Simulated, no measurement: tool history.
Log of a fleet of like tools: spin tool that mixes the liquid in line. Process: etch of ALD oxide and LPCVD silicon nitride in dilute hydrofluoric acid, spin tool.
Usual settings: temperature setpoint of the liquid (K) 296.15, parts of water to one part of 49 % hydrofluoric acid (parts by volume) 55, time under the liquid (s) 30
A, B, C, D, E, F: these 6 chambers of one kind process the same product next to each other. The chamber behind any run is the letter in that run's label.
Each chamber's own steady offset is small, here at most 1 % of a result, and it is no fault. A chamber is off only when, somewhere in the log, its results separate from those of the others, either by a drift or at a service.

run   hour  temperature setpoint of the liquid (K)  parts of water to one part of 49 % hydrofluoric acid (parts by volume)  time under the liquid (s)  hours since the thermometer was replaced  hours since the hydrofluoric acid flow meter was replaced  read-back film thickness of the ALD oxide reference wafer, read on the same gauge (nm)  read-back film thickness of the LPCVD silicon nitride reference wafer, read on the same gauge (nm)  thickness taken off the ALD oxide on a monitor wafer (nm)  thickness taken off the LPCVD silicon nitride on a monitor wafer (nm)
 1B    4.2                                  296.15                                                                      55                         30                                       247                                                      615.2                                                                                  120.04                                                                                              79.989                                                     9.5596                                                                0.27139
 2D    7.1                                  296.15                                                                      55                         30                                    1059.5                                                      769.5                                                                                  120.01                                                                                              80.016                                                      9.511                                                                0.25531
 3A   11.8                                  296.15                                                                      55                         30                                       814                                                     1820.8                                                                                  119.98                                                                                              79.952                                                     9.6292                                                                0.32418
 4F   16.3                                  296.15                                                                      55                         30                                     408.4                                                     1128.7                                                                                  119.97                                                                                              80.015                                                      9.536                                                                0.24051
 5E   19.4                                  296.15                                                                      55                         30                                     882.9                                                      145.3                                                                                  120.04                                                                                              79.993                                                      9.481                                                                 0.2896
 6C     23                                  294.15                                                                      55                         45                                    1325.9                                                      192.8                                                                                  119.98                                                                                              80.029                                                     13.193                                                                0.42506
 7E   25.6                                  294.15                                                                      55                         45                                     889.1                                                      151.5                                                                                  120.02                                                                                              79.945                                                     13.087                                                                0.36194
 8C   30.2                                  294.15                                                                      55                         45                                    1333.1                                                        200                                                                                  119.98                                                                                              79.974                                                       13.2                                                                0.39595
        32  -- chamber F: hydrofluoric acid flow meter replaced
 9F   32.7                                  294.15                                                                      55                         45                                     424.8                                                        0.8                                                                                  119.96                                                                                              80.016                                                     13.159                                                                0.34853
10A   35.2                                  294.15                                                                      55                         45                                     837.4                                                     1844.2                                                                                  119.98                                                                                              79.989                                                     13.227                                                                0.28272
11B   37.5                                  294.15                                                                      55                         45                                     280.3                                                      648.5                                                                                  119.99                                                                                              80.048                                                     13.154                                                                0.29685
12D   42.1                                  296.15                                                                      55                         30                                    1094.5                                                      804.5                                                                                  119.99                                                                                              79.997                                                     9.5648                                                                0.24798
13A   46.5                                  296.15                                                                      55                         30                                     848.7                                                     1855.5                                                                                  120.01                                                                                              79.988                                                       9.58                                                                0.27202
14E   50.5                                  296.15                                                                      55                         30                                       914                                                      176.4                                                                                  120.02                                                                                              80.001                                                     9.4901                                                                0.26358
15B   52.8                                  296.15                                                                      55                         30                                     295.6                                                      663.8                                                                                  119.98                                                                                              80.003                                                      9.564                                                                0.30998
16C   57.1                                  296.15                                                                      55                         30                                      1360                                                      226.9                                                                                  119.95                                                                                              80.001                                                     9.6069                                                                 0.2672
17F   59.9                                  296.15                                                                      55                         30                                       452                                                         28                                                                                  119.99                                                                                              80.004                                                     9.5304                                                                0.25731
18D   63.4                                  296.15                                                                      55                         30                                    1115.8                                                      825.8                                                                                  120.03                                                                                              79.991                                                     9.5764                                                                0.27082
19F   66.8                                  296.15                                                                      55                         30                                     458.9                                                       34.9                                                                                  119.96                                                                                              79.999                                                     9.5753                                                                0.27015
20C   71.5                                  296.15                                                                      55                         30                                    1374.4                                                      241.3                                                                                  120.04                                                                                              79.997                                                     9.5699                                                                0.28812
21A   75.6                                  296.15                                                                      55                         30                                     877.8                                                     1884.6                                                                                  119.99                                                                                              79.985                                                     9.5858                                                                0.28593
22B     79                                  296.15                                                                      55                         30                                     321.8                                                        690                                                                                  120.02                                                                                              79.976                                                     9.5328                                                                0.26989
23D   83.8                                  296.15                                                                      55                         30                                    1136.2                                                      846.2                                                                                  119.98                                                                                              79.954                                                     9.5996                                                                 0.2932
24E   86.3                                  296.15                                                                      55                         30                                     949.8                                                      212.2                                                                                  120.02                                                                                              79.999                                                     9.5285                                                                0.25856
25B   89.2                                  296.15                                                                      55                         30                                       332                                                      700.2                                                                                  120.03                                                                                              80.028                                                     9.5681                                                                0.27815
26E   92.8                                  296.15                                                                      55                         30                                     956.3                                                      218.7                                                                                  119.98                                                                                              79.982                                                     9.4677                                                                0.23735
27F   95.6                                  296.15                                                                      55                         30                                     487.7                                                       63.7                                                                                  120.02                                                                                              79.999                                                     9.5399                                                                0.28092
28C   99.3                                  296.15                                                                      55                         30                                    1402.2                                                      269.1                                                                                     120                                                                                              80.017                                                     9.6516                                                                0.23231
29D  103.8                                  296.15                                                                      55                         45                                    1156.2                                                      866.2                                                                                  120.01                                                                                              80.008                                                     14.308                                                                  0.365
30A  106.2                                  296.15                                                                      55                         45                                     908.4                                                     1915.2                                                                                  119.99                                                                                              79.973                                                     14.449                                                                0.30925
31F  108.8                                  296.15                                                                      55                         45                                     500.9                                                       76.9                                                                                  120.02                                                                                               79.97                                                     14.251                                                                0.45777
32B  111.5                                  296.15                                                                      55                         45                                     354.3                                                      722.5                                                                                  119.98                                                                                              79.992                                                     14.265                                                                0.42157
33D  115.3                                  296.15                                                                      55                         45                                    1167.7                                                      877.7                                                                                  119.99                                                                                               80.01                                                     14.256                                                                0.37192
34A  117.4                                  296.15                                                                      55                         45                                     919.6                                                     1926.4                                                                                  119.96                                                                                              79.984                                                     14.469                                                                0.42265
35C    120                                  296.15                                                                      55                         30                                    1422.9                                                      289.8                                                                                  120.04                                                                                              79.985                                                     9.5902                                                                0.29967
36E  123.5                                  292.65                                                                      55                         30                                       987                                                      249.4                                                                                  119.98                                                                                              79.965                                                      8.234                                                                0.19538
37D  125.8                                  292.65                                                                      55                         30                                    1178.2                                                      888.2                                                                                  120.06                                                                                              79.998                                                     8.1671                                                                 0.1999

Is one chamber off against the others, does the gauge drift, or is nothing wrong? If a chamber is off, say which, and what the likeliest cause is.

Neither any chamber nor the gauge drifts; the chambers differ only by their own small, steady offsets.

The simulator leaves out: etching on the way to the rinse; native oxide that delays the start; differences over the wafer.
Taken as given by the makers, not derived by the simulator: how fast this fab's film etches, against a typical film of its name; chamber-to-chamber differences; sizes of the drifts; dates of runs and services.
